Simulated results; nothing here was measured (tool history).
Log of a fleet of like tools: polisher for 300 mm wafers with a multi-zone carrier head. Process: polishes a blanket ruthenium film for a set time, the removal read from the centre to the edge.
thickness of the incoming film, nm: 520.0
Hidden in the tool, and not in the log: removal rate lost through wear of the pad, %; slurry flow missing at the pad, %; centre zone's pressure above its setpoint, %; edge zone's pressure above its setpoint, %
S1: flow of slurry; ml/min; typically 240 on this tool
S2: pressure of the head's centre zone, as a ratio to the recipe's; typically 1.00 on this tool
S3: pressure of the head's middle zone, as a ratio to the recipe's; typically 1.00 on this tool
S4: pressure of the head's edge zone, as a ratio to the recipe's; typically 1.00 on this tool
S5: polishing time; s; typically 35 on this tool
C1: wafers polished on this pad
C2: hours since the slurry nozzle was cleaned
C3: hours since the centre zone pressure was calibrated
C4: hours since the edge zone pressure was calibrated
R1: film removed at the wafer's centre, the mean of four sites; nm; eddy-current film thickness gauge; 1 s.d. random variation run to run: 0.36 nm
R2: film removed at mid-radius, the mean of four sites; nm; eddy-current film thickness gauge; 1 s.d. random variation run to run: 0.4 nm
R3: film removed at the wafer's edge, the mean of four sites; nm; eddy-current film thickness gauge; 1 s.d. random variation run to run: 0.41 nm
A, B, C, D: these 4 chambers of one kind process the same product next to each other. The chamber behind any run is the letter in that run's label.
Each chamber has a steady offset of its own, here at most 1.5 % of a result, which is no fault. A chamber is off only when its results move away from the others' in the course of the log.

{"hour": 8.0, "done": "chamber D: slurry nozzle cleaned"}
{"run": "1D", "hour": 8.3, "S1": 240, "S2": 1.0, "S3": 1.0, "S4": 1.0, "S5": 35, "C1": 192, "C2": 0.3, "C3": 706.1, "C4": 629.4, "R1": 51.931, "R2": 52.871, "R3": 52.701}
{"run": "2A", "hour": 15.3, "S1": 240, "S2": 1.0, "S3": 1.0, "S4": 1.0, "S5": 35, "C1": 227, "C2": 219.2, "C3": 645.6, "C4": 276.0, "R1": 52.913, "R2": 52.801, "R3": 52.398}
{"run": "3B", "hour": 23.4, "S1": 240, "S2": 1.0, "S3": 1.0, "S4": 1.0, "S5": 35, "C1": 206, "C2": 424.2, "C3": 133.4, "C4": 605.6, "R1": 52.793, "R2": 52.865, "R3": 53.081}
{"run": "4C", "hour": 33.6, "S1": 240, "S2": 1.0, "S3": 1.0, "S4": 1.0, "S5": 35, "C1": 755, "C2": 672.1, "C3": 938.2, "C4": 34.6, "R1": 52.065, "R2": 51.814, "R3": 52.289}
{"run": "5B", "hour": 41.3, "S1": 240, "S2": 1.04, "S3": 1.0, "S4": 0.94, "S5": 35, "C1": 336, "C2": 442.1, "C3": 151.3, "C4": 623.5, "R1": 55.156, "R2": 52.55, "R3": 51.409}
{"run": "6A", "hour": 48.2, "S1": 240, "S2": 1.04, "S3": 1.0, "S4": 0.94, "S5": 35, "C1": 466, "C2": 252.1, "C3": 678.5, "C4": 308.9, "R1": 55.69, "R2": 52.058, "R3": 50.669}
{"run": "7D", "hour": 57.6, "S1": 240, "S2": 1.04, "S3": 1.0, "S4": 0.94, "S5": 35, "C1": 549, "C2": 49.6, "C3": 755.4, "C4": 678.7, "R1": 54.553, "R2": 52.995, "R3": 51.144}
{"hour": 59.5, "done": "chamber D: worn pad replaced by a new one"}
{"hour": 61.6, "done": "chamber C: worn pad replaced by a new one"}
{"run": "8C", "hour": 66.4, "S1": 240, "S2": 1.04, "S3": 1.0, "S4": 0.94, "S5": 35, "C1": 35, "C2": 704.9, "C3": 971.0, "C4": 67.4, "R1": 54.005, "R2": 52.362, "R3": 51.132}
{"hour": 66.7, "done": "chamber C: centre zone pressure recalibrated"}
{"hour": 72.4, "done": "chamber D: edge zone pressure recalibrated"}
{"run": "9B", "hour": 72.8, "S1": 240, "S2": 1.0, "S3": 1.0, "S4": 1.0, "S5": 35, "C1": 564, "C2": 473.6, "C3": 182.8, "C4": 655.0, "R1": 53.241, "R2": 52.028, "R3": 52.467}
{"run": "10A", "hour": 77.7, "S1": 240, "S2": 1.0, "S3": 1.0, "S4": 1.0, "S5": 40, "C1": 679, "C2": 281.6, "C3": 708.0, "C4": 338.4, "R1": 60.608, "R2": 60.866, "R3": 60.79}
{"hour": 79.6, "done": "chamber A: worn pad replaced by a new one"}
{"run": "11D", "hour": 87.3, "S1": 240, "S2": 1.0, "S3": 1.0, "S4": 1.0, "S5": 40, "C1": 201, "C2": 79.3, "C3": 785.1, "C4": 15.0, "R1": 60.011, "R2": 61.835, "R3": 60.629}
{"hour": 88.0, "done": "chamber B: edge zone pressure recalibrated"}
{"hour": 89.2, "done": "chamber B: worn pad replaced by a new one"}
{"run": "12C", "hour": 96.6, "S1": 240, "S2": 1.0, "S3": 1.0, "S4": 1.0, "S5": 40, "C1": 253, "C2": 735.1, "C3": 30.0, "C4": 97.6, "R1": 59.588, "R2": 60.848, "R3": 59.548}
{"run": "13D", "hour": 103.5, "S1": 240, "S2": 1.0, "S3": 1.0, "S4": 1.0, "S5": 40, "C1": 318, "C2": 95.5, "C3": 801.3, "C4": 31.2, "R1": 59.09, "R2": 59.968, "R3": 60.386}
{"run": "14B", "hour": 113.4, "S1": 240, "S2": 1.0, "S3": 1.0, "S4": 1.0, "S5": 35, "C1": 175, "C2": 514.2, "C3": 223.4, "C4": 25.4, "R1": 53.237, "R2": 52.317, "R3": 52.431}
{"run": "15A", "hour": 120.1, "S1": 240, "S2": 1.0, "S3": 1.0, "S4": 1.0, "S5": 35, "C1": 294, "C2": 324.0, "C3": 750.4, "C4": 380.8, "R1": 52.544, "R2": 53.188, "R3": 52.717}
{"run": "16C", "hour": 129.0, "S1": 240, "S2": 1.0, "S3": 1.0, "S4": 1.0, "S5": 35, "C1": 488, "C2": 767.5, "C3": 62.4, "C4": 130.0, "R1": 52.633, "R2": 53.087, "R3": 52.234}
{"run": "17D", "hour": 133.7, "S1": 240, "S2": 1.0, "S3": 1.0, "S4": 1.0, "S5": 35, "C1": 537, "C2": 125.7, "C3": 831.5, "C4": 61.4, "R1": 52.498, "R2": 53.688, "R3": 53.409}
{"hour": 137.1, "done": "chamber D: worn pad replaced by a new one"}
{"run": "18C", "hour": 140.8, "S1": 240, "S2": 1.0, "S3": 1.0, "S4": 1.0, "S5": 35, "C1": 574, "C2": 779.3, "C3": 74.2, "C4": 141.8, "R1": 51.945, "R2": 52.482, "R3": 51.614}
{"hour": 141.4, "done": "chamber B: slurry nozzle cleaned"}
{"run": "19B", "hour": 151.0, "S1": 240, "S2": 1.0, "S3": 1.0, "S4": 1.0, "S5": 35, "C1": 448, "C2": 9.6, "C3": 261.0, "C4": 63.0, "R1": 52.948, "R2": 52.834, "R3": 52.077}
{"hour": 156.4, "done": "chamber C: slurry nozzle cleaned"}
{"run": "20A", "hour": 160.6, "S1": 165, "S2": 1.0, "S3": 1.0, "S4": 1.0, "S5": 45, "C1": 587, "C2": 364.5, "C3": 790.9, "C4": 421.3, "R1": 63.43, "R2": 64.104, "R3": 65.201}
{"hour": 165.3, "done": "chamber A: worn pad replaced by a new one"}
{"run": "21B", "hour": 167.4, "S1": 165, "S2": 1.0, "S3": 1.0, "S4": 1.0, "S5": 45, "C1": 567, "C2": 26.0, "C3": 277.4, "C4": 79.4, "R1": 63.332, "R2": 63.719, "R3": 65.584}
{"run": "22D", "hour": 174.5, "S1": 165, "S2": 1.0, "S3": 1.0, "S4": 1.0, "S5": 45, "C1": 271, "C2": 166.5, "C3": 872.3, "C4": 102.2, "R1": 63.312, "R2": 64.702, "R3": 65.859}
{"run": "23C", "hour": 183.7, "S1": 165, "S2": 1.0, "S3": 1.0, "S4": 1.0, "S5": 45, "C1": 884, "C2": 27.4, "C3": 117.1, "C4": 184.7, "R1": 62.857, "R2": 62.37, "R3": 64.25}
{"run": "24A", "hour": 189.7, "S1": 240, "S2": 1.07, "S3": 1.0, "S4": 1.0, "S5": 35, "C1": 177, "C2": 393.6, "C3": 820.0, "C4": 450.4, "R1": 56.198, "R2": 52.532, "R3": 53.018}
{"hour": 194.5, "done": "chamber B: worn pad replaced by a new one"}
{"run": "25B", "hour": 196.1, "S1": 240, "S2": 1.07, "S3": 1.0, "S4": 1.0, "S5": 35, "C1": 11, "C2": 54.7, "C3": 306.1, "C4": 108.1, "R1": 57.161, "R2": 53.479, "R3": 52.522}
{"hour": 198.3, "done": "chamber A: centre zone pressure recalibrated"}
{"hour": 200.7, "done": "chamber C: worn pad replaced by a new one"}
{"run": "26A", "hour": 206.4, "S1": 240, "S2": 1.07, "S3": 1.0, "S4": 1.0, "S5": 35, "C1": 298, "C2": 410.3, "C3": 8.2, "C4": 467.1, "R1": 57.284, "R2": 52.73, "R3": 52.491}
{"hour": 211.0, "done": "chamber A: slurry nozzle cleaned"}
{"run": "27C", "hour": 214.3, "S1": 240, "S2": 1.07, "S3": 1.0, "S4": 1.0, "S5": 35, "C1": 99, "C2": 58.0, "C3": 147.7, "C4": 215.3, "R1": 56.196, "R2": 52.169, "R3": 51.983}
{"hour": 216.2, "done": "chamber D: worn pad replaced by a new one"}
{"run": "28D", "hour": 221.6, "S1": 240, "S2": 1.0, "S3": 1.0, "S4": 1.0, "S5": 35, "C1": 39, "C2": 213.6, "C3": 919.4, "C4": 149.3, "R1": 51.967, "R2": 53.58, "R3": 53.934}
{"run": "29A", "hour": 231.5, "S1": 240, "S2": 1.0, "S3": 1.0, "S4": 1.0, "S5": 35, "C1": 480, "C2": 20.5, "C3": 33.3, "C4": 492.2, "R1": 53.08, "R2": 52.667, "R3": 52.366}
{"run": "30B", "hour": 238.6, "S1": 240, "S2": 1.0, "S3": 1.0, "S4": 1.0, "S5": 35, "C1": 319, "C2": 97.2, "C3": 348.6, "C4": 150.6, "R1": 52.862, "R2": 52.326, "R3": 52.151}
{"run": "31C", "hour": 243.8, "S1": 190, "S2": 1.0, "S3": 1.0, "S4": 1.0, "S5": 35, "C1": 312, "C2": 87.5, "C3": 177.2, "C4": 244.8, "R1": 50.534, "R2": 51.316, "R3": 51.706}

All 4 chambers run these settings next. Forecast each chamber's results:
{"run": "32A", "hour": 251.2, "S1": 240, "S2": 1.0, "S3": 0.95, "S4": 1.0, "S5": 35, "R1": "?", "R2": "?", "R3": "?"}
{"run": "32B", "hour": 251.2, "S1": 240, "S2": 1.0, "S3": 0.95, "S4": 1.0, "S5": 35, "R1": "?", "R2": "?", "R3": "?"}
{"run": "32C", "hour": 251.2, "S1": 240, "S2": 1.0, "S3": 0.95, "S4": 1.0, "S5": 35, "R1": "?", "R2": "?", "R3": "?"}
{"run": "32D", "hour": 251.2, "S1": 240, "S2": 1.0, "S3": 0.95, "S4": 1.0, "S5": 35, "R1": "?", "R2": "?", "R3": "?"}

run=32A R1=52.678 R2=49.391 R3=52.658
run=32B R1=53.291 R2=49.679 R3=52.871
run=32C R1=52.582 R2=49.745 R3=52.236
run=32D R1=52.772 R2=50.750 R3=53.463

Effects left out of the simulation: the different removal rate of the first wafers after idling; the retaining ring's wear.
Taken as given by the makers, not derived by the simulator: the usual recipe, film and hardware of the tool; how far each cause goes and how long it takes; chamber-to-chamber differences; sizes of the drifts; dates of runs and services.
